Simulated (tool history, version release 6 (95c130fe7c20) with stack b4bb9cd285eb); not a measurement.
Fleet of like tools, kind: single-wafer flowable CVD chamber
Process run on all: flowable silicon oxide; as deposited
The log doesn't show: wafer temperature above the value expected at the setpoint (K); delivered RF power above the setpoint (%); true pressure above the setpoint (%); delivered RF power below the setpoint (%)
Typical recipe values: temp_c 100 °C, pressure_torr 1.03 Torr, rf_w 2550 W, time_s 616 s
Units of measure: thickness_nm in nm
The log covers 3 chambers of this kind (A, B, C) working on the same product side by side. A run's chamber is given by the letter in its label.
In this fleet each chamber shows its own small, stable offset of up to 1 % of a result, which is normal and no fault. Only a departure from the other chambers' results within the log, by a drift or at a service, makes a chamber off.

| run | hour | temp_c | pressure_torr | rf_w | time_s | hours since the last thermocouple change | hours since the last RF generator calibration | hours since the last manometer calibration | read-back reference wafer on the same gauge, thickness_nm | thickness_nm |
|---|---|---|---|---|---|---|---|---|---|---|
| 1C | 9.4 | 100 | 1.03 | 2550 | 616 | 920.7 | 177.9 | 701.9 | 558.12 | 536.33 |
| 2B | 20.0 | 100 | 1.03 | 2550 | 616 | 2466.8 | 451.7 | 178.6 | 558.32 | 538.30 |
| 3A | 27.6 | 100 | 1.03 | 2550 | 616 | 1124.5 | 356.2 | 1597.2 | 558.24 | 530.10 |
| 4A | 37.2 | 100 | 1.03 | 2550 | 616 | 1134.1 | 365.8 | 1606.8 | 558.45 | 532.01 |
| 5C | 42.3 | 100 | 1.03 | 2550 | 616 | 953.6 | 210.8 | 734.8 | 558.77 | 535.09 |
| 6B | 52.5 | 89 | 1.03 | 2550 | 734 | 2499.3 | 484.2 | 211.1 | 558.72 | 923.55 |
| 7A | 62.5 | 89 | 1.03 | 2550 | 734 | 1159.4 | 391.1 | 1632.1 | 559.09 | 914.36 |
| 8C | 71.8 | 89 | 1.03 | 2550 | 734 | 983.1 | 240.3 | 764.3 | 558.88 | 919.88 |
| 9B | 81.5 | 100 | 1.03 | 2550 | 616 | 2528.3 | 513.2 | 240.1 | 559.29 | 538.77 |
| 10B | 92.0 | 100 | 1.03 | 2550 | 616 | 2538.8 | 523.7 | 250.6 | 559.29 | 539.54 |
| 11A | 99.2 | 100 | 1.27 | 2550 | 706 | 1196.1 | 427.8 | 1668.8 | 559.39 | 771.81 |
| 12C | 104.1 | 100 | 1.27 | 2550 | 706 | 1015.4 | 272.6 | 796.6 | 559.55 | 782.97 |
| 13A | 113.6 | 100 | 1.27 | 2550 | 706 | 1210.5 | 442.2 | 1683.2 | 559.78 | 772.56 |
| 14C | 118.2 | 100 | 1.03 | 2550 | 616 | 1029.5 | 286.7 | 810.7 | 559.54 | 538.38 |
| 15B | 125.3 | 100 | 1.03 | 2550 | 616 | 2572.1 | 557.0 | 283.9 | 559.76 | 538.22 |
| 16A | 133.5 | 100 | 1.03 | 2550 | 616 | 1230.4 | 462.1 | 1703.1 | 560.02 | 531.36 |
| 17C | 141.6 | 100 | 1.03 | 2550 | 616 | 1052.9 | 310.1 | 834.1 | 559.95 | 537.78 |
| 18B | 152.0 | 100 | 1.03 | 2550 | 616 | 2598.8 | 583.7 | 310.6 | 560.22 | 537.56 |
| 19C | 162.1 | 100 | 1.03 | 2550 | 616 | 1073.4 | 330.6 | 854.6 | 560.29 | 539.36 |
| 20A | 169.0 | 100 | 1.03 | 2550 | 616 | 1265.9 | 497.6 | 1738.6 | 560.54 | 533.79 |
|  | 170.4 | chamber B: thermocouple changed; heater temperature recalibrated |
| 21B | 175.2 | 100 | 1.03 | 2550 | 616 | 4.8 | 606.9 | 333.8 | 560.33 | 539.62 |
| 22C | 184.1 | 100 | 1.03 | 2550 | 616 | 1095.4 | 352.6 | 876.6 | 560.38 | 538.11 |
| 23A | 189.7 | 100 | 1.03 | 2550 | 616 | 1286.6 | 518.3 | 1759.3 | 560.65 | 532.94 |
| 24B | 194.3 | 100 | 1.03 | 2550 | 616 | 23.9 | 626.0 | 352.9 | 560.62 | 539.57 |
| 25B | 200.7 | 100 | 1.03 | 2550 | 616 | 30.3 | 632.4 | 359.3 | 560.73 | 540.00 |
| 26A | 211.4 | 100 | 1.03 | 2550 | 616 | 1308.3 | 540.0 | 1781.0 | 561.08 | 533.17 |
| 27C | 218.4 | 108 | 1.16 | 2550 | 616 | 1129.7 | 386.9 | 910.9 | 561.27 | 471.80 |

Does one chamber stand apart from the rest, does the shared gauge drift, or is all well apart from small per-chamber offsets? Give the chamber and the most likely cause, where there is one.

Gauge drift. The chambers move together only on paper, and none stands off.
Cause: gauge reads high (%) = 0.571.
